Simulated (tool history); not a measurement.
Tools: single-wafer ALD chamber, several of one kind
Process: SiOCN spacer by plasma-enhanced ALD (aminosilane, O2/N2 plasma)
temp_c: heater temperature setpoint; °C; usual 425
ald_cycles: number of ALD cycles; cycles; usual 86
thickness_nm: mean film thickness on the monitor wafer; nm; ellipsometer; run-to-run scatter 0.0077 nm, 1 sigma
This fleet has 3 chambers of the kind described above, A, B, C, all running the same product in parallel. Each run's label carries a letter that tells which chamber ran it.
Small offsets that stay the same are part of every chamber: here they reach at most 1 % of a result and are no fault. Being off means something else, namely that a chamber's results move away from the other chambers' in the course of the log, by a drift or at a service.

| run | hour | temp_c | ald_cycles | hours since the last thermocouple change | read-back reference wafer on the same gauge, thickness_nm | thickness_nm |
|---|---|---|---|---|---|---|
| 1C | 10 | 425 | 86 | 1830.1 | 5.5716 | 4.775 |
| 2A | 20.1 | 425 | 86 | 413.5 | 5.5714 | 4.8002 |
| 3B | 28.5 | 425 | 86 | 906.2 | 5.5731 | 4.8172 |
| 4A | 34.5 | 425 | 86 | 427.9 | 5.5736 | 4.7831 |
| 5B | 41.9 | 425 | 86 | 919.6 | 5.5756 | 4.8049 |
| 6C | 49.3 | 425 | 86 | 1869.4 | 5.5734 | 4.7799 |
| 7A | 60.3 | 420 | 98 | 453.7 | 5.5757 | 5.5489 |
| 8B | 70.2 | 420 | 98 | 947.9 | 5.5777 | 5.5629 |
| 9C | 77 | 420 | 98 | 1897.1 | 5.5785 | 5.525 |
| 10C | 83 | 425 | 86 | 1903.1 | 5.5765 | 4.7816 |
| 11B | 89 | 425 | 86 | 966.7 | 5.5756 | 4.8227 |
| 12A | 99.5 | 413 | 91 | 492.9 | 5.5762 | 5.2777 |
| 13C | 110.3 | 413 | 91 | 1930.4 | 5.5787 | 5.2661 |
| 14A | 121 | 413 | 91 | 514.4 | 5.5793 | 5.2863 |
| 15B | 127.8 | 425 | 86 | 1005.5 | 5.5804 | 4.8139 |
| 16A | 139.2 | 425 | 86 | 532.6 | 5.5832 | 4.7873 |
| 17B | 149.3 | 425 | 86 | 1027 | 5.5829 | 4.8167 |
| 18C | 159.5 | 425 | 86 | 1979.6 | 5.5842 | 4.7916 |
| 19B | 171.6 | 425 | 86 | 1049.3 | 5.5846 | 4.8226 |
| 20A | 179 | 425 | 86 | 572.4 | 5.584 | 4.8049 |
| 21C | 192.8 | 425 | 86 | 2012.9 | 5.586 | 4.7939 |
| 22C | 203 | 425 | 86 | 2023.1 | 5.5875 | 4.8038 |
| 23B | 214.5 | 425 | 86 | 1092.2 | 5.5893 | 4.8207 |
| 24A | 223 | 425 | 86 | 616.4 | 5.5898 | 4.8042 |
| 25C | 233 | 425 | 86 | 2053.1 | 5.5897 | 4.7914 |
| 26A | 242 | 425 | 86 | 635.4 | 5.5879 | 4.8182 |
| 27B | 251.2 | 410 | 99 | 1128.9 | 5.594 | 5.8241 |
| 28B | 262.5 | 410 | 99 | 1140.2 | 5.5914 | 5.8156 |
| 29C | 271.2 | 410 | 99 | 2091.3 | 5.5936 | 5.7901 |
| 30A | 279.3 | 425 | 86 | 672.7 | 5.5942 | 4.8127 |
| 31C | 287.3 | 425 | 86 | 2107.4 | 5.5937 | 4.7985 |
| 32A | 297.8 | 438 | 74 | 691.2 | 5.5973 | 3.972 |
| 33B | 307.3 | 438 | 74 | 1185 | 5.5968 | 3.9915 |
| 34B | 321.1 | 438 | 74 | 1198.8 | 5.5963 | 3.9871 |
| 35C | 333 | 425 | 86 | 2153.1 | 5.5966 | 4.7956 |
| 36A | 341.8 | 425 | 86 | 735.2 | 5.5992 | 4.8218 |
| 37A | 348.4 | 425 | 86 | 741.8 | 5.6004 | 4.824 |
| 38C | 359.6 | 437 | 74 | 2179.7 | 5.6034 | 3.9628 |
| 39B | 371.4 | 437 | 74 | 1249.1 | 5.601 | 4.0036 |
| 40A | 382.2 | 437 | 74 | 775.6 | 5.601 | 4.0064 |
| 41B | 388.8 | 425 | 86 | 1266.5 | 5.6063 | 4.828 |
| 42C | 398.6 | 425 | 86 | 2218.7 | 5.6015 | 4.8027 |
| 43A | 412.3 | 425 | 86 | 805.7 | 5.608 | 4.8306 |
| 44B | 420.2 | 425 | 86 | 1297.9 | 5.6031 | 4.8455 |

The same settings go to every chamber for the next run, one line per chamber below. Forecast the results for each:
| 45A | 430.1 | 425 | 86 |  |  | ? |
| 45B | 430.1 | 425 | 86 |  |  | ? |
| 45C | 430.1 | 425 | 86 |  |  | ? |

| run | thickness_nm |
|---|---|
| 45A | 4.8329 |
| 45B | 4.8576 |
| 45C | 4.8016 |

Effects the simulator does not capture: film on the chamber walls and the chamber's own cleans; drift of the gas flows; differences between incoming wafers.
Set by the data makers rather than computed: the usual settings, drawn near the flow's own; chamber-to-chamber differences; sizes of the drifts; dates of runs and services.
